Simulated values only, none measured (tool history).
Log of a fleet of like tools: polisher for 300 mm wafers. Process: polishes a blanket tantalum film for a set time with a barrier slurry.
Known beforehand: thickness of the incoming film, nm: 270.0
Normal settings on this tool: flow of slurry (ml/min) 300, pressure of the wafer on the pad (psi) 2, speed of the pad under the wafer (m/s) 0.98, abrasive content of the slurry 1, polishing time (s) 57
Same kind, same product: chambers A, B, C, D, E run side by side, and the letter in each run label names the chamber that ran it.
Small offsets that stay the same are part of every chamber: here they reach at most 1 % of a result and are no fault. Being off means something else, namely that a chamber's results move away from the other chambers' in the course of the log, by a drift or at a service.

run   hour  flow of slurry (ml/min)  pressure of the wafer on the pad (psi)  speed of the pad under the wafer (m/s)  abrasive content of the slurry  polishing time (s)  wafers polished on this pad  hours since the slurry nozzle was cleaned  hours since the head pressure was calibrated  hours since the slurry blender was calibrated  film removed (angstrom)
         5  -- chamber B: worn pad replaced by a new one
 1D    6.5                      300                                       2                                    0.98                               1                  57                          942                                        256                                         824.8                                          190.9                   888.28
 2A   14.3                      300                                       2                                    0.98                               1                  57                          759                                      427.4                                         353.3                                          236.9                   870.97
      16.1  -- chamber D: head pressure recalibrated
 3E     22                      300                                       2                                    0.98                               1                  57                          586                                      243.1                                         586.5                                          157.9                   885.07
      23.2  -- chamber A: worn pad replaced by a new one
      24.5  -- chamber E: worn pad replaced by a new one
 4C   26.1                      300                                       2                                    0.98                               1                  57                          842                                      516.3                                         668.6                                          108.5                   861.56
      30.1  -- chamber D: worn pad replaced by a new one
 5B   32.2                      300                                       2                                    0.98                               1                  57                          255                                      105.2                                         784.3                                          248.2                   891.38
      36.1  -- chamber D: slurry blender recalibrated
 6D   38.1                      300                                       2                                    0.98                               1                  57                           74                                      287.6                                          22.1                                            2.1                   875.64
 7B   42.2                      300                                       2                                    0.98                               1                  57                          348                                      115.2                                         794.3                                          258.2                   890.88
        48  -- chamber C: slurry nozzle cleaned
 8E   49.1                      300                                       2                                    0.98                               1                  57                          230                                      270.2                                         613.6                                            185                   870.78
 9C   53.7                      300                                       2                                    0.98                               1                  57                         1101                                        5.7                                         696.2                                          136.1                   868.88
10A   59.6                      300                                       2                                    0.98                               1                  57                          341                                      472.7                                         398.6                                          282.2                   874.97
11C   63.3                      300                                       2                                    0.98                               1                  57                         1190                                       15.3                                         705.8                                          145.7                   872.06
      68.5  -- chamber B: slurry blender recalibrated
12A   70.9                      300                                       2                                    0.98                               1                  57                          446                                        484                                         409.9                                          293.5                   873.58
13B   74.8                      300                                       2                                    0.98                               1                  57                          653                                      147.8                                         826.9                                            6.3                   879.35
14D   79.8                      300                                       2                                    0.98                               1                  57                          465                                      329.3                                          63.8                                           43.8                   886.57
      79.9  -- chamber C: worn pad replaced by a new one
      83.5  -- chamber E: head pressure recalibrated
        84  -- chamber E: worn pad replaced by a new one
15E   86.5                      300                                       2                                    0.98                               1                  57                           24                                      307.6                                           3.1                                          222.4                   877.69
16E   94.2                      300                                       2                                    0.98                               1                  57                           96                                      315.3                                          10.8                                          230.1                   885.93
17D   98.8                      300                                       2                                    0.98                               1                  57                          642                                      348.3                                          82.8                                           62.8                   882.69
     102.2  -- chamber C: slurry blender recalibrated
18C  105.9                      300                                       2                                    0.98                               1                  57                          243                                       57.9                                         748.4                                            3.8                      876
     106.6  -- chamber C: head pressure recalibrated
19A  112.2                      300                                       2                                    0.98                               1                  57                          833                                      525.3                                         451.2                                          334.8                   876.05
     113.3  -- chamber A: worn pad replaced by a new one
20B  116.9                      300                                       2                                    0.98                               1                  57                         1047                                      189.9                                           869                                           48.4                   878.86
21C  122.2                      300                                       2                                    0.98                               1                  57                          396                                       74.2                                          15.7                                           20.1                   936.96
22E  126.6                      300                                       2                                    0.98                               1                  57                          399                                      347.7                                          43.2                                          262.5                   879.52
23D  131.5                      300                                       2                                    0.98                               1                  57                          948                                        381                                         115.5                                           95.5                   873.35
24B  138.6                      300                                       2                                    0.98                               1                  57                         1250                                      211.6                                         890.7                                           70.1                   882.58
       139  -- chamber E: slurry blender recalibrated
     143.5  -- chamber E: worn pad replaced by a new one
25A  146.1                      300                                       2                                    0.98                               1                  57                          307                                      559.2                                         485.1                                          368.7                   879.06
26E  150.5                      300                                       2                                    0.78                            0.75                  57                           65                                      371.6                                          67.1                                           11.5                   640.68
     151.5  -- chamber B: worn pad replaced by a new one
27D  155.3                      300                                       2                                    0.78                            0.75                  57                         1171                                      404.8                                         139.3                                          119.3                   634.65
28A  161.4                      300                                       2                                    0.78                            0.75                  57                          450                                      574.5                                         500.4                                            384                   626.13
29B  165.5                      300                                       2                                    0.78                            0.75                  57                          131                                      238.5                                         917.6                                             97                   639.35
       167  -- chamber D: worn pad replaced by a new one
30C  171.5                      300                                       2                                    0.78                            0.75                  57                          857                                      123.5                                            65                                           69.4                   668.28
     173.5  -- chamber A: slurry blender recalibrated
31C  176.3                      300                                       2                                    0.98                               1                  48                          902                                      128.3                                          69.8                                           74.2                   784.45
32E    182                      300                                       2                                    0.98                               1                  48                          360                                      403.1                                          98.6                                             43                   740.01
33A  187.4                      300                                       2                                    0.98                               1                  48                          693                                      600.5                                         526.4                                           13.9                   745.36
34D  192.2                      300                                       2                                    0.98                               1                  48                          235                                      441.7                                         176.2                                          156.2                   743.23
35B  199.4                      300                                       2                                    0.98                               1                  48                          448                                      272.4                                         951.5                                          130.9                   742.06
     200.6  -- chamber E: worn pad replaced by a new one
36B  205.2                      300                                       2                                    0.98                               1                  57                          503                                      278.2                                         957.3                                          136.7                   878.14
37D  211.1                      300                                       2                                    0.98                            1.15                  57                          412                                      460.6                                         195.1                                          175.1                   907.71
38E  217.2                      300                                       2                                    0.98                            1.15                  57                          156                                      438.3                                         133.8                                           78.2                   924.04

Each of the 5 chambers runs these same settings next. Fill in every chamber's results:
39A  222.8                      300                                       2                                    0.98                               1                  57                                                                                                                                                                                             ?
39B  222.8                      300                                       2                                    0.98                               1                  57                                                                                                                                                                                             ?
39C  222.8                      300                                       2                                    0.98                               1                  57                                                                                                                                                                                             ?
39D  222.8                      300                                       2                                    0.98                               1                  57                                                                                                                                                                                             ?
39E  222.8                      300                                       2                                    0.98                               1                  57                                                                                                                                                                                             ?

run  film removed (angstrom)
39A                   877.35
39B                   885.94
39C                   924.74
39D                   869.81
39E                   878.95

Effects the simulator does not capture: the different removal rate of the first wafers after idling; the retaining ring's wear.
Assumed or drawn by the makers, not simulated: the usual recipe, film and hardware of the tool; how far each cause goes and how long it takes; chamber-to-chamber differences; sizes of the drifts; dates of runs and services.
